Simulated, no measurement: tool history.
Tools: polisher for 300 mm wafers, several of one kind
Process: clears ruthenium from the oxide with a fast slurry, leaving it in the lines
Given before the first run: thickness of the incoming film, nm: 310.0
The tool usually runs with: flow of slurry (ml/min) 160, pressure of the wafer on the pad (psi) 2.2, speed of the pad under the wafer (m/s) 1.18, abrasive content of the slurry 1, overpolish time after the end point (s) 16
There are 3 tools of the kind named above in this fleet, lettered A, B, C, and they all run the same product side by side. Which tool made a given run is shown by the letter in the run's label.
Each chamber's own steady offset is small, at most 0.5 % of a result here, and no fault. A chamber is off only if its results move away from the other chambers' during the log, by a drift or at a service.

run	hour	flow of slurry (ml/min)	pressure of the wafer on the pad (psi)	speed of the pad under the wafer (m/s)	abrasive content of the slurry	overpolish time after the end point (s)	wafers polished on this pad	hours since the slurry nozzle was cleaned	hours since the head pressure was calibrated	hours since the slurry blender was calibrated	time until the end point was called (s)	dishing of a wide line in a test structure (Å)
1C	8.9	160	2.2	1.18	1	16	779	66.7	451	260.2	77.364	522.67
2B	17.8	160	2.2	1.18	1	16	286	283.1	211.2	33	74.72	514.36
3A	25.8	160	2.2	1.18	1	16	594	30.9	744.1	228.9	78.861	511.53
4C	33.9	160	2.2	1.18	1	16	971	91.7	476	285.2	76.38	524.9
5B	41.4	160	2.2	1.18	1	16	467	306.7	234.8	56.6	78.004	489.12
# hour 43.6: chamber A: worn pad replaced by a new one
6A	46.4	160	2.2	1.18	1	16	21	51.5	764.7	249.5	75.394	515.72
7A	53.9	160	2.2	1.18	1	16	79	59	772.2	257	77.431	508.17
8C	58.1	160	2.2	1.18	1	16	1157	115.9	500.2	309.4	76.185	528.2
# hour 59.3: chamber C: worn pad replaced by a new one
9B	65.2	160	2.2	1.18	1	16	650	330.5	258.6	80.4	75.575	533.17
10B	73.9	160	2.2	1.18	1	16	716	339.2	267.3	89.1	77.987	514.73
11C	82.9	160	2.2	1.18	1	16	181	140.7	525	334.2	76.31	537.24
12A	90.6	160	2.2	1.18	1	16	360	95.7	808.9	293.7	76.203	500.22
13A	94.7	160	2.2	1.18	1	16	392	99.8	813	297.8	78.333	500.29
# hour 99.8: chamber B: slurry nozzle cleaned
14C	100.6	160	2.2	1.18	1	16	317	158.4	542.7	351.9	77.041	503.04
# hour 105.4: chamber B: worn pad replaced by a new one
15B	107.1	160	2.9	1.18	1	22	13	7.4	300.5	122.3	58.218	871.81
16B	112.1	160	2.9	1.18	1	22	52	12.4	305.5	127.3	59.908	874.89
17A	120.3	160	2.9	1.18	1	22	588	125.4	838.6	323.4	59.546	790.64
# hour 122.4: chamber C: slurry blender recalibrated
18C	126.7	160	2.2	1.18	1	16	517	184.5	568.8	4.4	76.999	508.47
19B	132.2	160	1.5	1.18	1	16	206	32.5	325.6	147.4	108.39	379.27
# hour 134.4: chamber A: worn pad replaced by a new one
20A	140.2	160	1.5	1.18	1	16	45	145.3	858.5	343.3	115.93	349.52
21C	145.9	160	1.5	1.18	1	16	664	203.7	588	23.6	115	356.99
22B	151.1	160	2.2	1.18	1	16	351	51.4	344.5	166.3	77.561	494.59
23A	155.7	160	2.2	1.18	1	16	164	160.8	874	358.8	81.125	496.77
24C	164.7	160	2.2	1.18	1	16	808	222.5	606.8	42.4	79.496	505.49
25C	173.7	160	2.2	1.18	1	16	878	231.5	615.8	51.4	80.474	521.33
26A	181.8	160	2.2	1.18	1	16	364	186.9	900.1	384.9	79.635	487.46
27B	190.9	160	2.2	1.18	1	16	656	91.2	384.3	206.1	77.944	519.16
28B	196.1	160	2.2	1.18	1	16	696	96.4	389.5	211.3	78.506	507.54
29A	204.9	160	2.2	1.18	1	16	541	210	923.2	408	83.219	479.77
30C	209.9	160	2.2	1.18	1	16	1155	267.7	652	87.6	77.821	515.52
# hour 216.4: chamber A: head pressure recalibrated
31B	216.6	160	2.2	1.18	1	16	853	116.9	410	231.8	78.9	513.78
32A	222.5	160	2.2	1.18	1	16	676	227.6	6.2	425.6	81.386	476.48
# hour 230: chamber C: slurry nozzle cleaned
33C	231.6	160	2.2	1.18	1	16	1322	1.7	673.7	109.3	76.472	497.91
34B	236.9	160	2.2	1.18	1	16	1009	137.2	430.3	252.1	77.875	492.19
# hour 240.8: chamber A: worn pad replaced by a new one
# hour 241.8: chamber C: worn pad replaced by a new one
35A	245.9	160	2.2	1.18	1	16	39	251	29.6	449	86.845	460.9
# hour 254.6: chamber B: worn pad replaced by a new one
36C	254.6	160	2.2	1.18	1	16	98	24.7	696.7	132.3	78.047	514.97
37A	262.1	160	2.2	1.18	1	16	163	267.2	45.8	465.2	85.552	470.7
38C	270.9	160	2.2	1.18	1	16	223	41	713	148.6	77.117	505.64
39B	275	160	2.2	1.18	1	16	156	175.3	468.4	290.2	76.393	497.85
40C	283.6	160	2.2	1.18	1	16	320	53.7	725.7	161.3	74.388	508.69
41B	290	160	2.2	1.18	1	16	271	190.3	483.4	305.2	77.745	501.51

One chamber off, gauge drift, or nothing amiss beyond the chambers' own small offsets? If it is a chamber, which one, and what is the likeliest cause?

Chamber A drifts away from the others.
What lies behind it: abrasive missing from the slurry, % = 20.8.
The log may not tell that from: slurry flow missing at the pad, %.

Here are 4 candidates for chamber A's next run, each the usual settings with a change, their results left as question marks. Which one brings its results back in line with what the others give on the usual settings?
Counts as in line when no further than this from what the other chambers average on the usual settings: time until the end point was called (s) 4.3; dishing of a wide line in a test structure (Å) 36
42A-1	296.7	165	2.4	1.3	1.05	17					?	?
42A-2	296.7	155	2	1.06	0.95	16					?	?
42A-3	296.7	160	2.3	1.24	1	16					?	?
42A-4	296.7	160	2.1	1.12	1	16					?	?

Average result of the remaining chambers running the usual settings: time until the end point was called (s) 77.365; dishing of a wide line in a test structure (Å) 510.85
run	time until the end point was called (s)	dishing of a wide line in a test structure (Å)
42A-1	69.423	581.7
42A-2	108.65	371.66
42A-3	78.234	498.07
42A-4	94.866	420.02
42A-3 is the one that brings the chamber's results back in line with the other chambers.
